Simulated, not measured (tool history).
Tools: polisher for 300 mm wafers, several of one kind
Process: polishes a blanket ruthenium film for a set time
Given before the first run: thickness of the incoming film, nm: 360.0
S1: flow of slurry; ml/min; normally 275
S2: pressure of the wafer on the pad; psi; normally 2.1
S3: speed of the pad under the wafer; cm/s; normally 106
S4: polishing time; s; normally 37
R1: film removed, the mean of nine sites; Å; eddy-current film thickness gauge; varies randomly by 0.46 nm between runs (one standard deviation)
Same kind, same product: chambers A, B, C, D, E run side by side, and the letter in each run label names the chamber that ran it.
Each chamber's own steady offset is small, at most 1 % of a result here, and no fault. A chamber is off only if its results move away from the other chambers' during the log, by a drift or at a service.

| run | day | S1 | S2 | S3 | S4 | R1 |
|---|---|---|---|---|---|---|
| 1A | 0.233 | 275 | 2.1 | 106 | 37 | 401.59 |
| 2D | 0.45 | 275 | 2.1 | 106 | 37 | 400.83 |
| 3E | 0.617 | 275 | 2.1 | 106 | 37 | 397.39 |
| 4B | 0.85 | 275 | 2.1 | 106 | 37 | 398.15 |
|  | 0.875 | chamber B: worn pad replaced by a new one |
|  | 1.071 | chamber D: worn pad replaced by a new one |
| 5C | 1.096 | 275 | 2.1 | 106 | 37 | 383.47 |
| 6C | 1.208 | 275 | 2.1 | 106 | 37 | 393.15 |
| 7E | 1.421 | 275 | 2.1 | 106 | 37 | 397.49 |
| 8A | 1.592 | 275 | 2.1 | 106 | 37 | 392.76 |
| 9B | 1.812 | 275 | 2.1 | 106 | 37 | 393.59 |
| 10D | 1.95 | 275 | 2.1 | 106 | 37 | 390.09 |
| 11E | 2.062 | 195 | 2.1 | 106 | 37 | 386.98 |
|  | 2.075 | chamber B: slurry nozzle cleaned |
| 12D | 2.175 | 195 | 2.1 | 106 | 37 | 377.82 |
| 13A | 2.367 | 195 | 2.1 | 106 | 37 | 380.78 |
|  | 2.479 | chamber A: slurry nozzle cleaned |
|  | 2.529 | chamber A: worn pad replaced by a new one |
| 14B | 2.554 | 195 | 2.1 | 106 | 37 | 386.88 |
| 15C | 2.738 | 195 | 2.1 | 106 | 37 | 380.61 |
| 16B | 2.9 | 275 | 2.1 | 106 | 37 | 390.13 |
| 17D | 3.054 | 275 | 2.1 | 106 | 37 | 400.53 |
| 18E | 3.275 | 275 | 2.1 | 106 | 37 | 413.21 |
|  | 3.396 | chamber E: worn pad replaced by a new one |
| 19C | 3.488 | 275 | 2.1 | 84 | 37 | 312.14 |
| 20A | 3.662 | 275 | 2.1 | 84 | 37 | 316.4 |
| 21C | 3.779 | 275 | 2.1 | 84 | 37 | 305.92 |
| 22A | 4.021 | 275 | 2.1 | 84 | 37 | 309.74 |
| 23B | 4.179 | 275 | 2.1 | 84 | 37 | 323.81 |
| 24D | 4.296 | 275 | 2.1 | 106 | 37 | 396.56 |
| 25E | 4.542 | 275 | 2.1 | 106 | 29 | 328.39 |
| 26C | 4.767 | 275 | 2.1 | 106 | 29 | 308.65 |
|  | 4.879 | chamber B: worn pad replaced by a new one |
| 27A | 4.908 | 275 | 2.1 | 106 | 29 | 311.68 |
|  | 5.017 | chamber D: worn pad replaced by a new one |
|  | 5.075 | chamber C: worn pad replaced by a new one |
| 28D | 5.146 | 275 | 2.1 | 106 | 29 | 314.52 |
| 29B | 5.354 | 275 | 2.1 | 106 | 29 | 306.87 |
| 30E | 5.538 | 275 | 2.1 | 106 | 37 | 420.39 |
| 31E | 5.767 | 275 | 2.1 | 106 | 37 | 427.65 |
| 32C | 5.975 | 275 | 2.1 | 106 | 37 | 396.51 |
| 33D | 6.175 | 275 | 2.1 | 106 | 37 | 398.74 |

All chambers now run identical settings, listed one chamber a line with results as question marks. What results will each chamber show?
| 34A | 6.358 | 190 | 2.1 | 106 | 37 | ? |
| 34B | 6.358 | 190 | 2.1 | 106 | 37 | ? |
| 34C | 6.358 | 190 | 2.1 | 106 | 37 | ? |
| 34D | 6.358 | 190 | 2.1 | 106 | 37 | ? |
| 34E | 6.358 | 190 | 2.1 | 106 | 37 | ? |

| run | R1 |
|---|---|
| 34A | 381.71 |
| 34B | 373.38 |
| 34C | 384.4 |
| 34D | 377.57 |
| 34E | 417.45 |

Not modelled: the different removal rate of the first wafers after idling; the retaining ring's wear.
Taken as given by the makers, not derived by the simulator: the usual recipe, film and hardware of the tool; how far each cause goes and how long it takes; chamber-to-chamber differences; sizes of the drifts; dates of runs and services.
